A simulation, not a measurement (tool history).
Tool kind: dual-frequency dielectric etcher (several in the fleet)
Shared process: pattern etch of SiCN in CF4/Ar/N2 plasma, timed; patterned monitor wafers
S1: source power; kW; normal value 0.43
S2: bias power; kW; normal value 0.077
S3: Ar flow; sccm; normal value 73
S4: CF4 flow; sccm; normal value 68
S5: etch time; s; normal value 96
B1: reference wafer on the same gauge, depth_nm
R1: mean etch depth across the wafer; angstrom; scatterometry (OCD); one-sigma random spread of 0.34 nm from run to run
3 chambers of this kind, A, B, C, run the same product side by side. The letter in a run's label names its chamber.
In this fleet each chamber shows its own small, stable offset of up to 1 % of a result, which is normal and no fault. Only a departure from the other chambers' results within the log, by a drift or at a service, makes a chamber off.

{"run": "1B", "day": 0.425, "S1": 0.43, "S2": 0.077, "S3": 73, "S4": 68, "S5": 96, "B1": 96.13, "R1": 846.44}
{"run": "2C", "day": 0.9, "S1": 0.43, "S2": 0.077, "S3": 73, "S4": 68, "S5": 96, "B1": 96.116, "R1": 844.46}
{"run": "3A", "day": 1.475, "S1": 0.43, "S2": 0.077, "S3": 73, "S4": 68, "S5": 96, "B1": 96.23, "R1": 843.44}
{"day": 1.912, "done": "chamber C: bias power generator calibrated"}
{"run": "4C", "day": 2.054, "S1": 0.43, "S2": 0.077, "S3": 73, "S4": 68, "S5": 96, "B1": 96.149, "R1": 839.6}
{"day": 2.217, "done": "chamber A: Ar flow controller replaced"}
{"run": "5B", "day": 2.392, "S1": 0.43, "S2": 0.077, "S3": 73, "S4": 68, "S5": 96, "B1": 96.104, "R1": 844.33}
{"run": "6A", "day": 2.954, "S1": 0.43, "S2": 0.077, "S3": 73, "S4": 68, "S5": 96, "B1": 96.08, "R1": 847.09}
{"run": "7C", "day": 3.275, "S1": 0.43, "S2": 0.077, "S3": 73, "S4": 68, "S5": 96, "B1": 96.023, "R1": 839.59}
{"run": "8B", "day": 3.767, "S1": 0.43, "S2": 0.077, "S3": 73, "S4": 68, "S5": 96, "B1": 96.006, "R1": 838.1}
{"day": 4.188, "done": "chamber A: wet clean of the chamber"}
{"run": "9A", "day": 4.275, "S1": 0.43, "S2": 0.077, "S3": 73, "S4": 68, "S5": 96, "B1": 96.165, "R1": 842.74}
{"run": "10A", "day": 4.546, "S1": 0.43, "S2": 0.077, "S3": 73, "S4": 68, "S5": 96, "B1": 96.121, "R1": 837.69}
{"run": "11B", "day": 5.038, "S1": 0.43, "S2": 0.077, "S3": 73, "S4": 68, "S5": 96, "B1": 96.262, "R1": 830.53}
{"run": "12C", "day": 5.421, "S1": 0.43, "S2": 0.077, "S3": 73, "S4": 68, "S5": 96, "B1": 96.16, "R1": 845.54}
{"run": "13B", "day": 5.779, "S1": 0.43, "S2": 0.077, "S3": 73, "S4": 68, "S5": 96, "B1": 96.167, "R1": 836.29}
{"run": "14C", "day": 6.175, "S1": 0.43, "S2": 0.077, "S3": 73, "S4": 68, "S5": 96, "B1": 96.023, "R1": 838.7}
{"run": "15A", "day": 6.658, "S1": 0.43, "S2": 0.077, "S3": 73, "S4": 68, "S5": 96, "B1": 96.125, "R1": 842.18}
{"run": "16B", "day": 7.012, "S1": 0.43, "S2": 0.077, "S3": 73, "S4": 68, "S5": 96, "B1": 96.121, "R1": 828.57}
{"run": "17A", "day": 7.296, "S1": 0.43, "S2": 0.077, "S3": 73, "S4": 68, "S5": 96, "B1": 96.226, "R1": 847.93}
{"run": "18C", "day": 7.571, "S1": 0.43, "S2": 0.077, "S3": 73, "S4": 68, "S5": 96, "B1": 96.057, "R1": 840.97}
{"run": "19C", "day": 8.062, "S1": 0.43, "S2": 0.077, "S3": 73, "S4": 68, "S5": 96, "B1": 96.173, "R1": 840}
{"run": "20B", "day": 8.512, "S1": 0.43, "S2": 0.077, "S3": 73, "S4": 68, "S5": 96, "B1": 96.067, "R1": 822.65}

Does one chamber stand apart from the rest, does the shared gauge drift, or is all well apart from small per-chamber offsets? Give the chamber and the most likely cause, where there is one.

One chamber, B, drifts off from the rest bit by bit.
What lies behind it: etch rate under this chamber's usual, % = 2.22.
The log may not separate it from: source power that arrives under what is set, %.

Below are 4 candidate recipes for chamber B's next run, each the usual settings with a change, their results shown as question marks. Which of them brings B's results back in line with what the other chambers give on the usual settings?
Allowed miss from the other chambers' usual-settings mean, per result, to count as in line: R1 12 angstrom
{"run": "21B-1", "day": 8.933, "S1": 0.44, "S2": 0.077, "S3": 73, "S4": 68, "S5": 99, "R1": "?"}
{"run": "21B-2", "day": 8.933, "S1": 0.44, "S2": 0.078, "S3": 73, "S4": 68, "S5": 96, "R1": "?"}
{"run": "21B-3", "day": 8.933, "S1": 0.43, "S2": 0.076, "S3": 73, "S4": 68, "S5": 92, "R1": "?"}
{"run": "21B-4", "day": 8.933, "S1": 0.42, "S2": 0.077, "S3": 73, "S4": 68, "S5": 96, "R1": "?"}

Other chambers, usual settings, mean: R1 841.81 angstrom
run=21B-1 R1=864.17
run=21B-2 R1=841.61
run=21B-3 R1=783.46
run=21B-4 R1=804.2
21B-2 is the one that brings the chamber's results back in line with the other chambers.

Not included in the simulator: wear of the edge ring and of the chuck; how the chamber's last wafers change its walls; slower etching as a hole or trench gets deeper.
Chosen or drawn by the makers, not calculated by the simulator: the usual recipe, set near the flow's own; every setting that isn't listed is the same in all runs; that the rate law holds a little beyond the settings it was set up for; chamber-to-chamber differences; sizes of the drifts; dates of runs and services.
